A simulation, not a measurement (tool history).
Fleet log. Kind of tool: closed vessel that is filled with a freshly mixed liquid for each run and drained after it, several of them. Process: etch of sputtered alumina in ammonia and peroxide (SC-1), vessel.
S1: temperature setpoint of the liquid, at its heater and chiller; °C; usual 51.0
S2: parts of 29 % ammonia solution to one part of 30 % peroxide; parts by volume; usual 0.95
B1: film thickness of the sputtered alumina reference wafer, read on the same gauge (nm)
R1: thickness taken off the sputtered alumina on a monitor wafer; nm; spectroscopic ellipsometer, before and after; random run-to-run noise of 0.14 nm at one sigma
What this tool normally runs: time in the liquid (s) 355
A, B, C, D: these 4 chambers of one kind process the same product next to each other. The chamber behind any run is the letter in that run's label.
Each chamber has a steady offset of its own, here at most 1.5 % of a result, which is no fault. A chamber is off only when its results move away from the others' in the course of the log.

Run 1D, hour 11.9: usual settings; B1 129.99. Result: R1 16.970 nm.
Run 2C, hour 20.1: usual settings; B1 130.00. Result: R1 17.024 nm.
At hour 20.8: chamber C: thermometer replaced.
Run 3A, hour 27.5: usual settings; B1 129.99. Result: R1 16.882 nm.
Run 4B, hour 39.6: usual settings; B1 129.99. Result: R1 16.850 nm.
Run 5C, hour 50.5: usual settings but time in the liquid (s) 525; B1 130.02. Result: R1 24.914 nm.
Run 6B, hour 61.5: usual settings but time in the liquid (s) 525; B1 129.99. Result: R1 24.895 nm.
Run 7D, hour 67.8: usual settings but time in the liquid (s) 525; B1 129.98. Result: R1 25.486 nm.
Run 8A, hour 74.0: usual settings but time in the liquid (s) 525; B1 129.99. Result: R1 24.812 nm.
Run 9D, hour 85.7: usual settings; B1 129.99. Result: R1 17.037 nm.
Run 10A, hour 99.8: usual settings but S2 1.20 parts by volume, time in the liquid (s) 275; B1 130.00. Result: R1 13.421 nm.
Run 11B, hour 111.3: usual settings but S2 1.20 parts by volume, time in the liquid (s) 275; B1 130.00. Result: R1 13.445 nm.
Run 12C, hour 122.5: usual settings but S2 1.20 parts by volume, time in the liquid (s) 275; B1 130.02. Result: R1 13.392 nm.
Run 13C, hour 128.9: usual settings but S2 1.20 parts by volume, time in the liquid (s) 275; B1 129.99. Result: R1 13.481 nm.
Run 14B, hour 137.0: usual settings; B1 130.00. Result: R1 16.692 nm.
Run 15D, hour 151.2: usual settings; B1 130.01. Result: R1 16.880 nm.
Run 16A, hour 162.1: usual settings; B1 129.99. Result: R1 16.817 nm.
Run 17A, hour 176.1: usual settings; B1 130.02. Result: R1 17.101 nm.
Run 18D, hour 187.3: usual settings; B1 130.00. Result: R1 16.814 nm.
Run 19B, hour 196.7: usual settings; B1 130.03. Result: R1 16.600 nm.
Run 20C, hour 208.8: usual settings; B1 129.99. Result: R1 16.792 nm.
Run 21C, hour 218.6: usual settings; B1 130.03. Result: R1 16.990 nm.
At hour 230.9: chamber B: ammonia flow meter replaced.
Run 22D, hour 231.5: usual settings; B1 129.98. Result: R1 17.134 nm.
Run 23A, hour 239.2: usual settings; B1 130.00. Result: R1 16.648 nm.
Run 24B, hour 253.6: usual settings but S2 1.20 parts by volume; B1 129.98. Result: R1 16.562 nm.
Run 25C, hour 261.3: usual settings but S2 1.20 parts by volume; B1 129.99. Result: R1 17.294 nm.
Run 26A, hour 272.1: usual settings but S2 1.20 parts by volume; B1 130.01. Result: R1 17.183 nm.
Run 27D, hour 285.7: usual settings but S2 1.20 parts by volume; B1 129.97. Result: R1 17.183 nm.
At hour 292.4: chamber B: new drum of ammonia solution connected.
Run 28B, hour 296.2: usual settings; B1 130.00. Result: R1 16.206 nm.
Run 29D, hour 304.9: usual settings; B1 130.03. Result: R1 16.970 nm.
Run 30C, hour 317.7: usual settings; B1 129.99. Result: R1 16.781 nm.
At hour 326.1: chamber A: new drum of ammonia solution connected.
Run 31B, hour 326.1: usual settings but S1 54.5 °C, time in the liquid (s) 460; B1 129.98. Result: R1 24.897 nm.
Run 32A, hour 339.9: usual settings but S1 54.5 °C, time in the liquid (s) 460; B1 129.98. Result: R1 26.218 nm.
Run 33B, hour 353.2: usual settings but S1 54.5 °C, time in the liquid (s) 460; B1 130.01. Result: R1 24.638 nm.
Run 34C, hour 365.1: usual settings but S1 54.5 °C, time in the liquid (s) 460; B1 129.99. Result: R1 26.411 nm.
Run 35D, hour 372.9: usual settings; B1 130.04. Result: R1 16.700 nm.
Run 36A, hour 381.3: usual settings; B1 130.00. Result: R1 16.844 nm.
Run 37B, hour 388.9: usual settings; B1 129.99. Result: R1 15.479 nm.
At hour 394.6: chamber A: thermometer replaced.
Run 38A, hour 396.2: usual settings; B1 130.02. Result: R1 16.671 nm.
Run 39D, hour 404.0: usual settings; B1 130.02. Result: R1 17.001 nm.
Run 40C, hour 414.5: usual settings but S1 57.5 °C; B1 130.00. Result: R1 23.651 nm.
Run 41A, hour 422.8: usual settings but S1 57.5 °C; B1 129.98. Result: R1 24.224 nm.
Run 42D, hour 430.4: usual settings but S1 57.5 °C; B1 129.99. Result: R1 23.873 nm.
Run 43B, hour 442.8: usual settings but S1 57.5 °C; B1 129.98. Result: R1 21.931 nm.

What goes on in this fleet: one chamber off, a drifting gauge, or nothing beyond the chambers' own small offsets? Name the chamber and the cause, if any.

Little by little, chamber B moves away from the other chambers.
Most likely cause: liquid colder than its thermometer reads (K) = 1.91.

Which of the 4 candidates below, each the usual settings with something changed and its results left as question marks, puts chamber B back in line with what the other chambers give on the usual settings?
A result is in line if it is within this distance of the other chambers' mean on the usual settings: R1 0.480 nm
Run 44B-1, hour 453.1: usual settings but S1 52.5 °C, time in the liquid (s) 395. Result: R1 ?.
Run 44B-2, hour 453.1: usual settings but time in the liquid (s) 295. Result: R1 ?.
Run 44B-3, hour 453.1: usual settings but S1 53.0 °C. Result: R1 ?.
Run 44B-4, hour 453.1: usual settings but S1 50.0 °C, time in the liquid (s) 335. Result: R1 ?.

Average result of the remaining chambers running the usual settings: R1 16.868 nm
  run      R1
44B-1  18.324
44B-2  12.593
44B-3  16.924
44B-4  13.529
It is 44B-3 that realigns the chamber with its peers.

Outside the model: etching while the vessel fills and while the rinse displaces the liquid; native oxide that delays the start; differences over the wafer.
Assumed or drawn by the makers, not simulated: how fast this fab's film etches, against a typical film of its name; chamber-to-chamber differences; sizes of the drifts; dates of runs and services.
